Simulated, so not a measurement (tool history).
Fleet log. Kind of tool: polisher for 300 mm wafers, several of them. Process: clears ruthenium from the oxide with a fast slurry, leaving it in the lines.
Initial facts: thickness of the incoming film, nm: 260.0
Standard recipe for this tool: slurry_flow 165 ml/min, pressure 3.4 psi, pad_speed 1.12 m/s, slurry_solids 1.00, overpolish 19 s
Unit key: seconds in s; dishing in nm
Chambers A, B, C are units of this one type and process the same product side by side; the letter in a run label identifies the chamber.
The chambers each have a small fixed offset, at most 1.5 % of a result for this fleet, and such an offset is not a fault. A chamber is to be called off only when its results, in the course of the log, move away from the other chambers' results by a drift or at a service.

| run | hour | slurry_flow | pressure | pad_speed | slurry_solids | overpolish | seconds | dishing |
|---|---|---|---|---|---|---|---|---|
| 1C | 4.0 | 165 | 3.4 | 1.12 | 1.00 | 19 | 44.309 | 67.075 |
| 2B | 7.5 | 165 | 3.4 | 1.12 | 1.00 | 19 | 44.962 | 67.667 |
| 3A | 12.7 | 165 | 3.4 | 1.12 | 1.00 | 19 | 45.619 | 68.308 |
| 4B | 15.9 | 165 | 3.4 | 1.12 | 1.00 | 19 | 44.813 | 68.907 |
| 5A | 20.4 | 165 | 3.4 | 1.12 | 1.00 | 19 | 44.740 | 66.662 |
| 6C | 23.7 | 165 | 3.4 | 1.12 | 1.00 | 19 | 45.656 | 68.254 |
| 7C | 27.0 | 165 | 2.7 | 1.12 | 1.10 | 19 | 57.119 | 59.459 |
|  | 29.1 | chamber A: worn pad replaced by a new one |
| 8B | 29.5 | 165 | 2.7 | 1.12 | 1.10 | 19 | 54.336 | 59.060 |
| 9A | 34.2 | 165 | 2.7 | 1.12 | 1.10 | 19 | 55.429 | 59.442 |
|  | 37.3 | chamber C: slurry blender recalibrated |
| 10B | 39.0 | 165 | 3.4 | 1.12 | 0.80 | 26 | 49.991 | 76.622 |
| 11A | 43.0 | 165 | 3.4 | 1.12 | 0.80 | 26 | 51.344 | 75.775 |
|  | 47.2 | chamber B: worn pad replaced by a new one |
| 12C | 47.9 | 165 | 3.4 | 1.12 | 0.80 | 26 | 50.891 | 76.501 |
| 13A | 51.4 | 165 | 3.4 | 1.12 | 1.00 | 19 | 45.387 | 67.245 |
| 14B | 56.3 | 165 | 3.4 | 1.12 | 1.00 | 19 | 45.501 | 68.782 |
| 15C | 61.0 | 165 | 3.4 | 1.12 | 1.00 | 19 | 45.986 | 68.471 |
| 16B | 66.0 | 165 | 3.4 | 1.12 | 1.00 | 19 | 46.042 | 67.557 |
|  | 66.3 | chamber C: worn pad replaced by a new one |
| 17A | 70.2 | 165 | 3.4 | 1.12 | 1.00 | 19 | 45.843 | 66.178 |
| 18C | 75.0 | 145 | 4.6 | 1.12 | 1.00 | 19 | 33.525 | 79.821 |
|  | 77.2 | chamber B: slurry blender recalibrated |
| 19B | 79.4 | 145 | 4.6 | 1.12 | 1.00 | 19 | 34.675 | 81.183 |
| 20C | 84.1 | 145 | 4.6 | 1.12 | 1.00 | 19 | 33.842 | 79.717 |
| 21A | 88.6 | 165 | 3.4 | 1.12 | 1.00 | 19 | 47.427 | 65.099 |
| 22B | 92.8 | 165 | 3.4 | 1.12 | 1.00 | 19 | 45.493 | 68.037 |
|  | 93.7 | chamber B: slurry nozzle cleaned |
| 23C | 97.5 | 165 | 3.4 | 1.12 | 1.00 | 19 | 45.175 | 66.727 |
| 24A | 100.6 | 165 | 3.4 | 1.12 | 1.00 | 19 | 48.178 | 66.499 |
| 25A | 103.2 | 165 | 3.4 | 1.12 | 1.00 | 19 | 48.302 | 64.740 |
| 26C | 108.2 | 165 | 3.4 | 1.12 | 1.00 | 19 | 45.639 | 66.848 |
|  | 110.2 | chamber A: slurry nozzle cleaned |
| 27B | 111.5 | 165 | 3.4 | 1.12 | 1.00 | 19 | 45.995 | 67.657 |
| 28B | 116.4 | 165 | 3.4 | 1.12 | 0.90 | 19 | 48.478 | 65.325 |
| 29C | 120.6 | 165 | 3.4 | 1.12 | 0.90 | 19 | 47.727 | 65.406 |
| 30A | 124.7 | 165 | 3.4 | 1.12 | 0.90 | 19 | 49.492 | 63.168 |
| 31B | 127.3 | 165 | 3.4 | 1.12 | 1.00 | 19 | 43.889 | 68.638 |
| 32C | 130.7 | 165 | 3.4 | 1.12 | 1.15 | 19 | 41.501 | 71.026 |
| 33A | 133.7 | 165 | 3.4 | 1.12 | 1.15 | 19 | 44.674 | 68.313 |
| 34B | 136.7 | 165 | 3.4 | 1.12 | 1.15 | 19 | 41.872 | 70.017 |
| 35A | 140.0 | 165 | 3.4 | 1.12 | 1.00 | 19 | 47.613 | 65.475 |
|  | 142.7 | chamber B: head pressure recalibrated |
| 36C | 143.2 | 165 | 3.4 | 1.12 | 1.00 | 19 | 45.247 | 68.715 |
|  | 148.1 | chamber A: worn pad replaced by a new one |
| 37C | 148.6 | 165 | 3.4 | 1.12 | 1.00 | 19 | 45.441 | 68.673 |
| 38A | 153.9 | 165 | 3.4 | 1.12 | 1.00 | 19 | 50.392 | 63.549 |
| 39B | 157.4 | 165 | 3.4 | 1.12 | 1.00 | 19 | 43.595 | 68.112 |
| 40B | 163.1 | 165 | 3.4 | 1.12 | 1.00 | 19 | 45.191 | 67.984 |
| 41A | 168.7 | 165 | 3.4 | 1.12 | 0.85 | 19 | 54.992 | 59.592 |

One chamber off, gauge drift, or nothing amiss beyond the chambers' own small offsets? If it is a chamber, which one, and what is the likeliest cause?

Little by little, chamber A moves away from the other chambers.
Cause: abrasive missing from the slurry, % = 19.1.
With only this log, it may be confused with: head's pressure below its setpoint, %.

Which of the 4 candidates below, each the usual settings with something changed and its results left as question marks, puts chamber A back in line with what the other chambers give on the usual settings?
In-line tolerance around the mean of the other chambers on the usual settings: seconds 2.700 s; dishing 3.000 nm
| 42A-1 | 172.8 | 160 | 3.1 | 1.00 | 0.95 | 19 | ? | ? |
| 42A-2 | 172.8 | 165 | 3.2 | 1.06 | 1.00 | 19 | ? | ? |
| 42A-3 | 172.8 | 165 | 3.6 | 1.18 | 1.00 | 19 | ? | ? |
| 42A-4 | 172.8 | 170 | 3.7 | 1.24 | 1.05 | 19 | ? | ? |

The other chambers' mean on the usual settings: seconds 44.941 s; dishing 67.933 nm
| run | seconds | dishing |
|---|---|---|
| 42A-1 | 62.905 | 52.919 |
| 42A-2 | 55.832 | 57.621 |
| 42A-3 | 44.733 | 66.809 |
| 42A-4 | 40.292 | 71.273 |
Change 42A-3 lands the chamber within the allowed miss of the other chambers.

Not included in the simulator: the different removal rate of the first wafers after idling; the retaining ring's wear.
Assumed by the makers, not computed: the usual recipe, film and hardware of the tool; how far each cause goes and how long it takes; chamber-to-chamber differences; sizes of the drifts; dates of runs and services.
